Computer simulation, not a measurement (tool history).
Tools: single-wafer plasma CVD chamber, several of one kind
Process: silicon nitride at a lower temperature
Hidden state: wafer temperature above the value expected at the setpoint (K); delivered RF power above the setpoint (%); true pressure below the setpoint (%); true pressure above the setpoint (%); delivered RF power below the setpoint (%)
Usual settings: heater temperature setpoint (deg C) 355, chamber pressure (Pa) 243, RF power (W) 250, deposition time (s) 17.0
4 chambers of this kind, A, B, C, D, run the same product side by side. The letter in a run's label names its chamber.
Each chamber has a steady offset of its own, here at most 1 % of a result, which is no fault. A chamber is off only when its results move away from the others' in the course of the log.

run    day  heater temperature setpoint (deg C)  chamber pressure (Pa)  RF power (W)  deposition time (s)  hours since the last thermocouple change  hours since the last RF generator calibration  hours since the last manometer calibration  read-back reference wafer on the same gauge, thickness_nm  mean film thickness on the monitor wafer (angstrom)
 1B  0.175                                  355                    243           250                 17.0                                     712.6                                          211.2                                      2297.4                                                     17.996                                               181.85
 2C  0.425                                  355                    243           250                 17.0                                    1226.5                                          287.7                                       558.8                                                     18.010                                               181.59
 3D  0.662                                  355                    243           250                 17.0                                    1447.8                                         1806.9                                      1062.0                                                     18.016                                               182.38
 4A  0.867                                  355                    243           250                 17.0                                     495.5                                         1003.6                                      1637.1                                                     18.016                                               181.99
 5D  1.054                                  355                    243           280                 17.0                                    1457.2                                         1816.3                                      1071.4                                                     18.020                                               197.79
 6A  1.271                                  355                    243           280                 17.0                                     505.2                                         1013.3                                      1646.8                                                     18.028                                               197.26
     1.362  -- chamber A: capacitance manometer re-zeroed and calibrated
 7B  1.496                                  355                    243           280                 17.0                                     744.3                                          242.9                                      2329.1                                                     18.037                                               196.81
 8C  1.696                                  355                    243           280                 17.0                                    1257.0                                          318.2                                       589.3                                                     18.039                                               196.30
 9C  1.888                                  355                    243           250                 17.0                                    1261.6                                          322.8                                       593.9                                                     18.033                                               181.28
10B  2.046                                  355                    243           250                 17.0                                     757.5                                          256.1                                      2342.3                                                     18.044                                               182.59
11D  2.262                                  355                    243           250                 17.0                                    1486.2                                         1845.3                                      1100.4                                                     18.049                                               182.19
12A  2.433                                  355                    243           250                 17.0                                     533.1                                         1041.2                                        25.7                                                     18.053                                               182.34
13B  2.625                                  355                    243           250                 17.0                                     771.4                                          270.0                                      2356.2                                                     18.061                                               182.53
14C  2.796                                  355                    243           250                 17.0                                    1283.4                                          344.6                                       615.7                                                     18.052                                               181.63
15A  2.992                                  355                    243           250                 17.0                                     546.5                                         1054.6                                        39.1                                                     18.062                                               182.61
16D  3.183                                  355                    243           250                 17.0                                    1508.3                                         1867.4                                      1122.5                                                     18.062                                               183.17
17D  3.433                                  342                    243           250                 14.9                                    1514.3                                         1873.4                                      1128.5                                                     18.073                                               160.99
18C  3.600                                  342                    243           250                 14.9                                    1302.7                                          363.9                                       635.0                                                     18.073                                               160.14
19B  3.746                                  342                    243           250                 14.9                                     798.3                                          296.9                                      2383.1                                                     18.076                                               160.86
20A  3.929                                  342                    243           250                 14.9                                     569.0                                         1077.1                                        61.6                                                     18.078                                               160.58
21B  4.200                                  355                    243           250                 17.0                                     809.2                                          307.8                                      2394.0                                                     18.088                                               182.66
22C  4.412                                  355                    243           250                 17.0                                    1322.2                                          383.4                                       654.5                                                     18.085                                               181.79
23D  4.583                                  355                    243           250                 17.0                                    1541.9                                         1901.0                                      1156.1                                                     18.091                                               183.42
24A  4.829                                  355                    243           250                 17.0                                     590.6                                         1098.7                                        83.2                                                     18.101                                               182.96
25A  4.979                                  355                    243           250                 17.0                                     594.2                                         1102.3                                        86.8                                                     18.098                                               182.59
26C  5.158                                  355                    243           250                 17.0                                    1340.1                                          401.3                                       672.4                                                     18.099                                               181.78

Next, every chamber runs the same settings. What will each give?
27A  5.354                                  355                    200           250                 17.0                                                                                                                                                                                                                                                    ?
27B  5.354                                  355                    200           250                 17.0                                                                                                                                                                                                                                                    ?
27C  5.354                                  355                    200           250                 17.0                                                                                                                                                                                                                                                    ?
27D  5.354                                  355                    200           250                 17.0                                                                                                                                                                                                                                                    ?

run  mean film thickness on the monitor wafer (angstrom)
27A                                               174.15
27B                                               173.63
27C                                               172.59
27D                                               174.02
